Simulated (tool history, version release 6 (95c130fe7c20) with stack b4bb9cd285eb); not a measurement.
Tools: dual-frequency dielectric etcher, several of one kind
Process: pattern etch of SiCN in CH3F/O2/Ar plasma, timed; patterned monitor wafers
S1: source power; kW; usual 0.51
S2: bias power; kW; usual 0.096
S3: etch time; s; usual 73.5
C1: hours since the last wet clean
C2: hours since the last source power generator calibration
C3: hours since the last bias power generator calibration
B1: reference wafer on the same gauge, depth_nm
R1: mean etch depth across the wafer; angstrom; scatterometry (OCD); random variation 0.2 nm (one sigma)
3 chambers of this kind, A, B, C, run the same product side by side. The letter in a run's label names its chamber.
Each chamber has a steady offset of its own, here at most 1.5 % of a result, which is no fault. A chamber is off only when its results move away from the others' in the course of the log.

run   hour    S1     S2    S3     C1      C2      C3      B1      R1
 1A    3.4  0.51  0.096  73.5  133.2  1927.8  1180.4  35.701  329.41
 2B    8.5  0.51  0.096  73.5  487.5  1951.8  1269.2  35.665  327.65
 3C   15.5  0.51  0.096  73.5   28.9   142.2  2126.1  35.713  335.71
 4A   20.1  0.51  0.096  73.5  149.9  1944.5  1197.1  35.674  329.11
 5B     25  0.51  0.096  73.5    504  1968.3  1285.7  35.733  330.35
 6C   31.4  0.51  0.096  73.5   44.8   158.1    2142  35.691  335.44
 7C   36.6  0.51  0.096  73.5     50   163.3  2147.2  35.724  332.85
 8B   39.9  0.51  0.118  56.5  518.9  1983.2  1300.6  35.662  275.68
 9A     46  0.51  0.118  56.5  175.8  1970.4    1223  35.699  273.39
10A   51.3  0.51  0.118  56.5  181.1  1975.7  1228.3  35.706  276.84
      55.5  -- chamber B: wet clean of the chamber
11B   56.8  0.51  0.096  73.5    1.4  2000.1  1317.5  35.679   329.7
12C   60.3  0.51  0.079  73.5   73.7     187  2170.9  35.665  310.56
13C   63.5  0.51  0.079  73.5   76.9   190.2  2174.1  35.671  312.36
14A   67.9  0.51  0.079  73.5  197.7  1992.3  1244.9  35.701  307.62
15B   74.8  0.51  0.096  73.5   19.4  2018.1  1335.5  35.668  331.88
16C   78.9  0.51  0.096  73.5   92.3   205.6  2189.5  35.731  333.48
17B   84.2  0.51  0.096  73.5   28.8  2027.5  1344.9  35.673   333.8
18A   90.7  0.51  0.096  73.5  220.5  2015.1  1267.7  35.648  328.14
19C     95  0.51  0.096  73.5  108.4   221.7  2205.6   35.75  337.04
20B    101   0.4  0.096  56.5   45.6  2044.3  1361.7  35.749  232.95
21A  107.2   0.4  0.096  56.5    237  2031.6  1284.2  35.709  232.38
22C  112.2   0.4  0.096  56.5  125.6   238.9  2222.8   35.73  232.64
23B    119  0.57  0.096  52.5   63.6  2062.3  1379.7  35.717  244.66
24A  124.8  0.57  0.096  52.5  254.6  2049.2  1301.8  35.729  245.89
25B    128  0.57  0.096  52.5   72.6  2071.3  1388.7  35.698  243.74
26C  131.7  0.51  0.096  73.5  145.1   258.4  2242.3  35.759  337.27
27A  136.1  0.51  0.096  73.5  265.9  2060.5  1313.1  35.645  331.25
28B  142.7  0.51  0.108  82.5   87.3    2086  1403.4  35.695  386.89
29A  146.1  0.51  0.108  82.5  275.9  2070.5  1323.1  35.749  390.21
30C  151.6  0.51  0.108  82.5    165   278.3  2262.2  35.697  391.98
       152  -- chamber C: bias power generator calibrated
31C  155.8  0.51  0.096  73.5  169.2   282.5     3.8  35.693  334.31
32A    159   0.6  0.111  73.5  288.8  2083.4    1336  35.633  369.67

Is one chamber off against the others, does the gauge drift, or is nothing wrong? If a chamber is off, say which, and what the likeliest cause is.

No chamber stands off beyond its own small offset, and the gauge holds steady.
